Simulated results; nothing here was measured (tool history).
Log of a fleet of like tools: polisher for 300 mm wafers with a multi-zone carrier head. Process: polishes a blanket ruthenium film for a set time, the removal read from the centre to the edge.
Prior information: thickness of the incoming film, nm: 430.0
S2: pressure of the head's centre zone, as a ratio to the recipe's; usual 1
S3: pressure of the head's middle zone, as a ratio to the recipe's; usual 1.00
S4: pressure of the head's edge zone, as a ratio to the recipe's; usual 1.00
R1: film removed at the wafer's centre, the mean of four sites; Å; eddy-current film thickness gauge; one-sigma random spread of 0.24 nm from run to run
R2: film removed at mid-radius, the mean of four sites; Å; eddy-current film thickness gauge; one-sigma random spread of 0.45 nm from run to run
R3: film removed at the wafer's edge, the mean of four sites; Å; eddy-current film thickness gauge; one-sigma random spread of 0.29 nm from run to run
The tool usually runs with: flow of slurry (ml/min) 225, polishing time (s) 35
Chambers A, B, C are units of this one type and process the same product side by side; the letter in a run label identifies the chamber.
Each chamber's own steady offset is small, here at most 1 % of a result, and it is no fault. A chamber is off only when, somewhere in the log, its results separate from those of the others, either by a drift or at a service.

Run 1C, hour 3.3: usual settings. Result: R1 332.01 Å, R2 334.41 Å, R3 330.52 Å.
At hour 5.5: chamber B: slurry nozzle cleaned.
At hour 7.9: chamber B: worn pad replaced by a new one.
Run 2A, hour 8.7: usual settings. Result: R1 330.46 Å, R2 331.85 Å, R3 329.54 Å.
Run 3B, hour 14.1: usual settings. Result: R1 334.01 Å, R2 330.33 Å, R3 330.22 Å.
Run 4C, hour 19.8: usual settings. Result: R1 335.97 Å, R2 332.81 Å, R3 327.60 Å.
Run 5B, hour 23.1: usual settings but S4 0.91, polishing time (s) 25. Result: R1 236.00 Å, R2 232.83 Å, R3 226.46 Å.
Run 6A, hour 26.8: usual settings but S4 0.91, polishing time (s) 25. Result: R1 234.87 Å, R2 236.27 Å, R3 221.02 Å.
At hour 29.4: chamber A: worn pad replaced by a new one.
Run 7B, hour 30.4: usual settings but S4 0.91, polishing time (s) 25. Result: R1 235.37 Å, R2 231.94 Å, R3 225.72 Å.
Run 8C, hour 35.6: usual settings. Result: R1 335.53 Å, R2 339.39 Å, R3 329.45 Å.
Run 9A, hour 40.8: usual settings. Result: R1 331.47 Å, R2 329.69 Å, R3 330.63 Å.
Run 10A, hour 45.8: usual settings. Result: R1 333.24 Å, R2 336.99 Å, R3 333.59 Å.
Run 11B, hour 49.1: usual settings but S3 1.07. Result: R1 329.21 Å, R2 348.03 Å, R3 334.62 Å.
At hour 54.4: chamber C: worn pad replaced by a new one.
Run 12C, hour 54.4: usual settings but S3 1.07. Result: R1 330.96 Å, R2 357.39 Å, R3 326.68 Å.
At hour 58.4: chamber B: worn pad replaced by a new one.
Run 13B, hour 58.8: usual settings but S3 1.07. Result: R1 323.98 Å, R2 344.37 Å, R3 328.18 Å.
Run 14C, hour 61.4: usual settings. Result: R1 335.88 Å, R2 329.88 Å, R3 329.23 Å.
Run 15A, hour 65.6: usual settings. Result: R1 336.61 Å, R2 326.30 Å, R3 335.41 Å.
At hour 66.6: chamber A: worn pad replaced by a new one.
Run 16A, hour 70.9: usual settings. Result: R1 334.87 Å, R2 338.18 Å, R3 333.15 Å.
Run 17C, hour 76.7: usual settings. Result: R1 335.06 Å, R2 326.03 Å, R3 331.30 Å.
Run 18B, hour 80.0: usual settings. Result: R1 325.14 Å, R2 325.87 Å, R3 326.34 Å.
Run 19B, hour 83.6: usual settings. Result: R1 326.06 Å, R2 328.48 Å, R3 331.39 Å.
Run 20C, hour 87.8: usual settings. Result: R1 332.44 Å, R2 337.92 Å, R3 329.85 Å.
Run 21A, hour 92.0: usual settings but flow of slurry (ml/min) 160, S4 0.90. Result: R1 312.76 Å, R2 313.79 Å, R3 299.87 Å.
Run 22A, hour 95.6: usual settings but flow of slurry (ml/min) 160, S4 0.90. Result: R1 314.13 Å, R2 318.01 Å, R3 300.78 Å.
Run 23B, hour 101.2: usual settings but flow of slurry (ml/min) 160, S4 0.90. Result: R1 311.58 Å, R2 309.88 Å, R3 302.34 Å.
At hour 103.2: chamber B: worn pad replaced by a new one.
At hour 104.0: chamber A: worn pad replaced by a new one.
Run 24C, hour 104.9: usual settings. Result: R1 336.49 Å, R2 333.67 Å, R3 326.64 Å.
Run 25B, hour 109.1: usual settings. Result: R1 330.43 Å, R2 337.41 Å, R3 331.27 Å.
Run 26C, hour 112.6: usual settings. Result: R1 332.25 Å, R2 328.76 Å, R3 327.41 Å.
Run 27A, hour 118.3: usual settings. Result: R1 330.01 Å, R2 334.38 Å, R3 330.15 Å.
At hour 119.3: chamber C: centre zone pressure recalibrated.
Run 28C, hour 122.9: usual settings. Result: R1 352.70 Å, R2 333.22 Å, R3 326.27 Å.
Run 29B, hour 127.4: usual settings. Result: R1 328.33 Å, R2 329.51 Å, R3 333.46 Å.
At hour 128.5: chamber A: edge zone pressure recalibrated.
Run 30A, hour 130.2: usual settings but S4 0.95. Result: R1 333.23 Å, R2 327.84 Å, R3 315.14 Å.
Run 31C, hour 134.1: usual settings but S4 0.95. Result: R1 345.98 Å, R2 341.92 Å, R3 317.36 Å.
Run 32A, hour 137.5: usual settings but S4 0.95. Result: R1 334.83 Å, R2 334.52 Å, R3 327.91 Å.
Run 33B, hour 141.9: usual settings. Result: R1 332.24 Å, R2 328.08 Å, R3 329.50 Å.
At hour 142.2: chamber C: slurry nozzle cleaned.
At hour 145.0: chamber A: worn pad replaced by a new one.
Run 34C, hour 145.8: usual settings. Result: R1 348.64 Å, R2 336.26 Å, R3 331.28 Å.
Run 35B, hour 150.8: usual settings. Result: R1 329.83 Å, R2 335.57 Å, R3 330.10 Å.
Run 36A, hour 153.6: usual settings. Result: R1 339.17 Å, R2 326.82 Å, R3 334.06 Å.
At hour 154.4: chamber B: centre zone pressure recalibrated.
Run 37C, hour 157.8: usual settings. Result: R1 346.81 Å, R2 329.66 Å, R3 325.87 Å.
At hour 160.0: chamber C: worn pad replaced by a new one.
At hour 161.2: chamber B: worn pad replaced by a new one.
Run 38A, hour 161.7: usual settings. Result: R1 333.08 Å, R2 329.42 Å, R3 329.25 Å.
Run 39B, hour 166.5: usual settings. Result: R1 326.57 Å, R2 323.69 Å, R3 329.95 Å.
Run 40B, hour 170.9: usual settings. Result: R1 329.15 Å, R2 335.31 Å, R3 329.84 Å.
Run 41A, hour 176.5: usual settings. Result: R1 332.75 Å, R2 328.77 Å, R3 326.84 Å.
Run 42C, hour 180.8: usual settings. Result: R1 353.10 Å, R2 338.68 Å, R3 325.19 Å.
At hour 181.3: chamber A: worn pad replaced by a new one.
Run 43B, hour 186.6: usual settings. Result: R1 326.40 Å, R2 327.53 Å, R3 330.35 Å.
Run 44A, hour 192.3: usual settings. Result: R1 333.99 Å, R2 332.20 Å, R3 327.83 Å.

Decide between three cases: one chamber stands off from its peers, the gauge reading all wafers drifts, or nothing is wrong past each chamber's small offset. Where a chamber is off, say which and what most likely put it there.

A service on chamber C put it out of line with the rest.
Most likely cause: centre zone's pressure above its setpoint, % = 4.5.

Which of the 4 candidates below, each the usual settings with something changed and its results left as question marks, puts chamber C back in line with what the other chambers give on the usual settings?
In-line tolerance around the mean of the other chambers on the usual settings: R1 8.40 Å; R2 16.00 Å; R3 10.00 Å
Run 45C-1, hour 196.6: usual settings but flow of slurry (ml/min) 230, S2 1.09, S4 0.96. Result: R1 ?, R2 ?, R3 ?.
Run 45C-2, hour 196.6: usual settings but flow of slurry (ml/min) 230, S2 1.04, S4 0.98. Result: R1 ?, R2 ?, R3 ?.
Run 45C-3, hour 196.6: usual settings but flow of slurry (ml/min) 220, S2 0.96, S4 1.02. Result: R1 ?, R2 ?, R3 ?.
Run 45C-4, hour 196.6: usual settings but flow of slurry (ml/min) 220, S2 0.92, S4 1.04. Result: R1 ?, R2 ?, R3 ?.

What the other chambers average on the usual settings: R1 331.98 Å; R2 330.82 Å; R3 330.36 Å
  run      R1      R2      R3
45C-1  386.94  334.66  320.91
45C-2  367.54  334.75  324.37
45C-3  334.36  332.99  329.86
45C-4  318.93  333.06  333.29
45C-3 is the one that brings the chamber's results back in line with the other chambers.
